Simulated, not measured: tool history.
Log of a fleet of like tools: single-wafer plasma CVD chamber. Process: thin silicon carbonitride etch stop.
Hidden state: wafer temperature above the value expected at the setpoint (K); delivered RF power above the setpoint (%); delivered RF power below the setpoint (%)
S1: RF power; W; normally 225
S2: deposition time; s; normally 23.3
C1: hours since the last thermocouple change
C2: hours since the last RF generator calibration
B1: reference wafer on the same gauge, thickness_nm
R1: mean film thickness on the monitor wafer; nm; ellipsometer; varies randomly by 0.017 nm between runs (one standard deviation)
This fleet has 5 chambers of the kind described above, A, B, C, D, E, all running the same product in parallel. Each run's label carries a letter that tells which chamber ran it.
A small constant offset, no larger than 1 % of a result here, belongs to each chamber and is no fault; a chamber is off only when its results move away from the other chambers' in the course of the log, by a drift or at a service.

{"hour": 2.6, "done": "chamber A: RF generator calibrated"}
{"run": "1E", "hour": 8.4, "S1": 225, "S2": 23.3, "C1": 2305.9, "C2": 553.1, "B1": 11.297, "R1": 13.823}
{"run": "2D", "hour": 16.4, "S1": 225, "S2": 23.3, "C1": 2246.6, "C2": 443.3, "B1": 11.302, "R1": 13.63}
{"run": "3A", "hour": 27.0, "S1": 225, "S2": 23.3, "C1": 1688.4, "C2": 24.5, "B1": 11.296, "R1": 13.868}
{"run": "4B", "hour": 37.6, "S1": 225, "S2": 23.3, "C1": 1512.8, "C2": 434.8, "B1": 11.297, "R1": 13.755}
{"run": "5C", "hour": 47.1, "S1": 245, "S2": 23.3, "C1": 1207.9, "C2": 709.7, "B1": 11.295, "R1": 14.186}
{"run": "6E", "hour": 60.8, "S1": 245, "S2": 23.3, "C1": 2358.3, "C2": 605.5, "B1": 11.292, "R1": 14.162}
{"hour": 68.9, "done": "chamber D: thermocouple changed; heater temperature recalibrated"}
{"run": "7C", "hour": 69.2, "S1": 245, "S2": 23.3, "C1": 1230, "C2": 731.8, "B1": 11.291, "R1": 14.161}
{"run": "8A", "hour": 83.1, "S1": 245, "S2": 23.3, "C1": 1744.5, "C2": 80.6, "B1": 11.292, "R1": 14.213}
{"run": "9B", "hour": 93.0, "S1": 245, "S2": 23.3, "C1": 1568.2, "C2": 490.2, "B1": 11.289, "R1": 14.122}
{"run": "10D", "hour": 101.8, "S1": 225, "S2": 23.3, "C1": 32.9, "C2": 528.7, "B1": 11.285, "R1": 13.613}
{"run": "11E", "hour": 109.3, "S1": 225, "S2": 23.3, "C1": 2406.8, "C2": 654, "B1": 11.288, "R1": 13.806}
{"run": "12D", "hour": 118.0, "S1": 195, "S2": 21.5, "C1": 49.1, "C2": 544.9, "B1": 11.285, "R1": 12.057}
{"run": "13A", "hour": 129.4, "S1": 195, "S2": 21.5, "C1": 1790.8, "C2": 126.9, "B1": 11.285, "R1": 12.207}
{"run": "14C", "hour": 140.0, "S1": 195, "S2": 21.5, "C1": 1300.8, "C2": 802.6, "B1": 11.281, "R1": 12.212}
{"run": "15B", "hour": 149.2, "S1": 195, "S2": 21.5, "C1": 1624.4, "C2": 546.4, "B1": 11.278, "R1": 12.141}
{"run": "16B", "hour": 161.7, "S1": 195, "S2": 21.5, "C1": 1636.9, "C2": 558.9, "B1": 11.277, "R1": 12.137}
{"run": "17D", "hour": 168.6, "S1": 225, "S2": 23.3, "C1": 99.7, "C2": 595.5, "B1": 11.281, "R1": 13.636}
{"run": "18E", "hour": 183.4, "S1": 225, "S2": 23.3, "C1": 2480.9, "C2": 728.1, "B1": 11.278, "R1": 13.755}
{"run": "19A", "hour": 197.2, "S1": 225, "S2": 23.3, "C1": 1858.6, "C2": 194.7, "B1": 11.275, "R1": 13.818}
{"run": "20C", "hour": 208.2, "S1": 225, "S2": 23.3, "C1": 1369, "C2": 870.8, "B1": 11.274, "R1": 13.787}
{"run": "21C", "hour": 219.8, "S1": 225, "S2": 27.4, "C1": 1380.6, "C2": 882.4, "B1": 11.276, "R1": 16.203}
{"hour": 233.5, "done": "chamber C: RF generator calibrated"}
{"run": "22B", "hour": 234.5, "S1": 225, "S2": 27.4, "C1": 1709.7, "C2": 631.7, "B1": 11.268, "R1": 16.157}
{"run": "23E", "hour": 246.1, "S1": 225, "S2": 27.4, "C1": 2543.6, "C2": 790.8, "B1": 11.27, "R1": 16.159}
{"run": "24D", "hour": 258.3, "S1": 225, "S2": 27.4, "C1": 189.4, "C2": 685.2, "B1": 11.27, "R1": 15.994}
{"run": "25A", "hour": 268.7, "S1": 225, "S2": 27.4, "C1": 1930.1, "C2": 266.2, "B1": 11.268, "R1": 16.227}
{"run": "26E", "hour": 283.6, "S1": 225, "S2": 23.3, "C1": 2581.1, "C2": 828.3, "B1": 11.265, "R1": 13.771}
{"run": "27B", "hour": 293.2, "S1": 225, "S2": 23.3, "C1": 1768.4, "C2": 690.4, "B1": 11.261, "R1": 13.719}
{"run": "28A", "hour": 307.2, "S1": 225, "S2": 23.3, "C1": 1968.6, "C2": 304.7, "B1": 11.259, "R1": 13.821}
{"run": "29C", "hour": 317.7, "S1": 225, "S2": 23.3, "C1": 1478.5, "C2": 84.2, "B1": 11.26, "R1": 13.758}
{"run": "30D", "hour": 332.8, "S1": 225, "S2": 23.3, "C1": 263.9, "C2": 759.7, "B1": 11.258, "R1": 13.613}
{"run": "31B", "hour": 346.3, "S1": 225, "S2": 23.3, "C1": 1821.5, "C2": 743.5, "B1": 11.26, "R1": 13.714}
{"run": "32A", "hour": 352.9, "S1": 225, "S2": 23.3, "C1": 2014.3, "C2": 350.4, "B1": 11.255, "R1": 13.796}
{"run": "33C", "hour": 365.4, "S1": 225, "S2": 23.3, "C1": 1526.2, "C2": 131.9, "B1": 11.253, "R1": 13.738}
{"run": "34D", "hour": 375.5, "S1": 225, "S2": 23.3, "C1": 306.6, "C2": 802.4, "B1": 11.252, "R1": 13.596}
{"run": "35E", "hour": 384.9, "S1": 270, "S2": 27.7, "C1": 2682.4, "C2": 929.6, "B1": 11.25, "R1": 17.277}
{"run": "36A", "hour": 394.3, "S1": 270, "S2": 27.7, "C1": 2055.7, "C2": 391.8, "B1": 11.249, "R1": 17.318}
{"run": "37E", "hour": 402.4, "S1": 270, "S2": 27.7, "C1": 2699.9, "C2": 947.1, "B1": 11.254, "R1": 17.289}
{"run": "38C", "hour": 415.8, "S1": 270, "S2": 27.7, "C1": 1576.6, "C2": 182.3, "B1": 11.249, "R1": 17.256}
{"run": "39D", "hour": 430.4, "S1": 270, "S2": 27.7, "C1": 361.5, "C2": 857.3, "B1": 11.246, "R1": 17.047}

All 5 chambers run these settings next. Forecast each chamber's results:
{"run": "40A", "hour": 441.3, "S1": 270, "S2": 23.3, "R1": "?"}
{"run": "40B", "hour": 441.3, "S1": 270, "S2": 23.3, "R1": "?"}
{"run": "40C", "hour": 441.3, "S1": 270, "S2": 23.3, "R1": "?"}
{"run": "40D", "hour": 441.3, "S1": 270, "S2": 23.3, "R1": "?"}
{"run": "40E", "hour": 441.3, "S1": 270, "S2": 23.3, "R1": "?"}

run=40A R1=14.552
run=40B R1=14.486
run=40C R1=14.502
run=40D R1=14.349
run=40E R1=14.51
